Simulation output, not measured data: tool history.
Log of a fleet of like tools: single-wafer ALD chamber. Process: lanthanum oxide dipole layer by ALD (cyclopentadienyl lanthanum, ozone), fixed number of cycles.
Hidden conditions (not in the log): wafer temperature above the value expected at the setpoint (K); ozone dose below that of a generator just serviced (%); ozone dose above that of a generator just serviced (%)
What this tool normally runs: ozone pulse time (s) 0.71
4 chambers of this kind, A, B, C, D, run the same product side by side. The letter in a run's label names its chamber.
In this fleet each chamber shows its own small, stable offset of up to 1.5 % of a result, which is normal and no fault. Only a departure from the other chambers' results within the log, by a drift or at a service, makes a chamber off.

run   hour  ozone pulse time (s)  hours since the last thermocouple change  hours since the last ozone generator service  read-back reference wafer on the same gauge, thickness_nm  mean film thickness on the monitor wafer (nm)
 1A    9.2                  0.71                                     106.0                                         779.6                                                    0.49522                                        0.43076
 2B   17.0                  0.71                                    2743.5                                         278.0                                                    0.49539                                        0.44369
 3D   22.6                  0.71                                     426.9                                        1347.9                                                    0.49547                                        0.44245
 4C   31.1                  0.71                                     417.6                                         457.7                                                    0.49520                                        0.43306
 5B   41.5                  0.71                                    2768.0                                         302.5                                                    0.49556                                        0.44378
 6D   51.8                  0.94                                     456.1                                        1377.1                                                    0.49502                                        0.49553
 7C   57.5                  0.94                                     444.0                                         484.1                                                    0.49505                                        0.48674
 8A   64.2                  0.94                                     161.0                                         834.6                                                    0.49437                                        0.48349
 9B   73.1                  0.94                                    2799.6                                         334.1                                                    0.49508                                        0.49026
10C   78.8                  0.71                                     465.3                                         505.4                                                    0.49459                                        0.43374
11A   83.4                  0.71                                     180.2                                         853.8                                                    0.49530                                        0.43049
12D   88.1                  0.50                                     492.4                                        1413.4                                                    0.49439                                        0.36846
13A   93.5                  0.50                                     190.3                                         863.9                                                    0.49462                                        0.36248
14B   99.4                  0.50                                    2825.9                                         360.4                                                    0.49445                                        0.36619
15D  105.6                  0.50                                     509.9                                        1430.9                                                    0.49479                                        0.36806
16C  112.8                  0.71                                     499.3                                         539.4                                                    0.49458                                        0.43527
17C  122.7                  0.88                                     509.2                                         549.3                                                    0.49514                                        0.47577
18D  132.4                  0.88                                     536.7                                        1457.7                                                    0.49511                                        0.48124
19B  140.1                  0.88                                    2866.6                                         401.1                                                    0.49453                                        0.47988
20A  148.8                  0.88                                     245.6                                         919.2                                                    0.49424                                        0.46967
21A  154.5                  0.71                                     251.3                                         924.9                                                    0.49510                                        0.43614
22D  160.0                  0.71                                     564.3                                        1485.3                                                    0.49474                                        0.44100
     161.8  -- chamber D: ozone generator serviced
23B  169.6                  0.71                                    2896.1                                         430.6                                                    0.49547                                        0.44233
24C  176.7                  0.71                                     563.2                                         603.3                                                    0.49497                                        0.43479
25C  182.0                  0.71                                     568.5                                         608.6                                                    0.49503                                        0.43425
26B  191.4                  0.71                                    2917.9                                         452.4                                                    0.49527                                        0.44401
27A  201.2                  0.71                                     298.0                                         971.6                                                    0.49507                                        0.43091
28D  209.3                  0.87                                     613.6                                          47.5                                                    0.49492                                        0.48000
29A  215.7                  0.87                                     312.5                                         986.1                                                    0.49513                                        0.47041
30C  220.7                  0.87                                     607.2                                         647.3                                                    0.49440                                        0.47001
31B  225.4                  0.87                                    2951.9                                         486.4                                                    0.49487                                        0.48025
32D  233.9                  0.48                                     638.2                                          72.1                                                    0.49519                                        0.35927
33C  239.0                  0.48                                     625.5                                         665.6                                                    0.49481                                        0.35748
34D  244.8                  0.48                                     649.1                                          83.0                                                    0.49494                                        0.36066
35A  250.8                  0.48                                     347.6                                        1021.2                                                    0.49527                                        0.35134
36B  259.6                  0.71                                    2986.1                                         520.6                                                    0.49505                                        0.44253
37C  266.8                  0.71                                     653.3                                         693.4                                                    0.49487                                        0.43787
38D  275.3                  0.71                                     679.6                                         113.5                                                    0.49425                                        0.44166
39A  283.9                  0.71                                     380.7                                        1054.3                                                    0.49526                                        0.43450
40B  292.7                  0.71                                    3019.2                                         553.7                                                    0.49489                                        0.43947
41A  301.6                  0.71                                     398.4                                        1072.0                                                    0.49524                                        0.43263
42B  310.5                  0.71                                    3037.0                                         571.5                                                    0.49469                                        0.44346
43C  319.6                  0.71                                     706.1                                         746.2                                                    0.49463                                        0.43686

Has any chamber moved away from the others, gradually or after a service, or does the common gauge drift, or do the chambers differ only by their own small steady offsets? State the chamber and the most likely cause if one applies.

The fleet is healthy, with each chamber sitting at its usual small offset and no drift in the gauge.
